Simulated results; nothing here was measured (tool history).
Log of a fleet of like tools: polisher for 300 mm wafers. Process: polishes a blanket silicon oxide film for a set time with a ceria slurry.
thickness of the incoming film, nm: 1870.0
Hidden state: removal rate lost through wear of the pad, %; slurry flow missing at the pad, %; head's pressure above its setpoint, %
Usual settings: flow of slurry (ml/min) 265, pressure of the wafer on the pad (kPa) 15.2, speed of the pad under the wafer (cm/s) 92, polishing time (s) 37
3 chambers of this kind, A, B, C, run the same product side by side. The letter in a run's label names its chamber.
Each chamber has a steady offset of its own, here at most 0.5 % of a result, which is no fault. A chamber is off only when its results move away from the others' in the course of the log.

run,hour,flow of slurry (ml/min),pressure of the wafer on the pad (kPa),speed of the pad under the wafer (cm/s),polishing time (s),wafers polished on this pad,hours since the slurry nozzle was cleaned,hours since the head pressure was calibrated,film removed (Å)
1A,11.4,265,15.2,92,37,1092,11.7,601.1,1138.50
# hour 16.4: chamber C: worn pad replaced by a new one
2C,17.0,265,15.2,92,37,9,93.1,185.7,1123.10
3B,22.6,265,15.2,92,37,565,109.7,1032.7,1117.00
4C,31.9,265,15.2,92,37,231,108.0,200.6,1121.00
# hour 38.7: chamber B: head pressure recalibrated
5B,41.9,265,15.2,92,37,852,129.0,3.2,1106.90
6A,50.9,265,15.2,92,37,1680,51.2,640.6,1131.70
7B,57.4,265,15.2,92,37,1083,144.5,18.7,1111.30
# hour 58.9: chamber B: worn pad replaced by a new one
8C,65.9,265,15.2,92,37,737,142.0,234.6,1128.30
9A,74.7,335,15.2,92,43,2034,75.0,664.4,1334.30
10A,81.6,335,15.2,92,43,2137,81.9,671.3,1338.30
# hour 88.7: chamber C: worn pad replaced by a new one
11C,90.3,335,15.2,92,43,24,166.4,259.0,1335.90
12B,96.3,265,15.2,92,37,557,183.4,57.6,1115.40
13B,108.5,265,15.2,92,37,738,195.6,69.8,1119.40
14C,115.2,265,15.2,92,37,394,191.3,283.9,1125.50
15A,122.8,265,15.2,92,37,2750,123.1,712.5,1125.60
16B,132.6,265,15.2,92,37,1097,219.7,93.9,1117.50
# hour 132.7: chamber A: head pressure recalibrated
# hour 133.7: chamber B: worn pad replaced by a new one
17A,139.7,265,15.2,92,37,3002,140.0,7.1,1107.30
18C,150.1,265,15.2,92,37,914,226.2,318.8,1115.70
19B,155.4,265,15.2,92,37,323,242.5,116.7,1121.00
20A,160.8,265,15.2,92,37,3316,161.1,28.2,1100.20
# hour 164.1: chamber C: worn pad replaced by a new one
21C,172.3,265,15.2,92,37,123,248.4,341.0,1118.70
22A,184.2,265,15.2,92,37,3664,184.5,51.6,1106.60
23C,193.2,265,15.2,92,37,434,269.3,361.9,1144.30
24B,199.8,265,15.2,92,37,984,286.9,161.1,1118.40
# hour 202.2: chamber B: worn pad replaced by a new one
25C,208.0,265,15.2,92,37,654,284.1,376.7,1120.50
26A,217.6,225,15.2,92,42,4161,217.9,85.0,1206.40
27B,228.8,225,15.2,92,42,396,315.9,190.1,1254.30
# hour 229.7: chamber C: worn pad replaced by a new one
28A,236.7,225,15.2,92,42,4445,237.0,104.1,1221.60
29C,246.8,265,15.2,92,37,254,322.9,415.5,1126.00
30B,253.1,265,15.2,92,37,757,340.2,214.4,1120.60
31A,259.0,265,15.2,92,37,4777,259.3,126.4,1079.50
# hour 261.2: chamber B: worn pad replaced by a new one
32B,270.0,265,15.2,92,37,132,357.1,231.3,1115.90
33C,277.7,265,15.2,92,37,714,353.8,446.4,1119.10
34C,284.7,265,15.2,92,37,818,360.8,453.4,1117.50
35B,290.5,265,15.2,92,37,437,377.6,251.8,1114.10
# hour 295.3: chamber C: worn pad replaced by a new one
36A,297.2,265,15.2,92,37,5346,297.5,164.6,1065.30
37B,308.8,265,15.2,92,37,709,395.9,270.1,1105.50
38A,317.9,265,15.2,92,37,5654,318.2,185.3,1071.60
39C,330.1,265,15.2,92,37,518,406.2,498.8,1120.00

What goes on in this fleet: one chamber off, a drifting gauge, or nothing beyond the chambers' own small offsets? Name the chamber and the cause, if any.

Chamber A drifts away from the others.
Cause: removal rate lost through wear of the pad, % = 5.74.
The log may not tell that from: slurry flow missing at the pad, %.

Here are 4 candidates for chamber A's next run, each the usual settings with a change, their results left as question marks. Which one brings its results back in line with what the others give on the usual settings?
In line means no further than this from the other chambers' mean on the usual settings: film removed (Å) 27.00
40A-1,338.9,265,15.2,92,39,,,,?
40A-2,338.9,295,15.2,92,37,,,,?
40A-3,338.9,265,14.5,92,37,,,,?
40A-4,338.9,235,15.2,92,37,,,,?

The other chambers' mean on the usual settings: film removed (Å) 1118.50
run,film removed (Å)
40A-1,1116.40
40A-2,1070.00
40A-3,1011.10
40A-4,1045.60
40A-1 brings the chamber back in line.
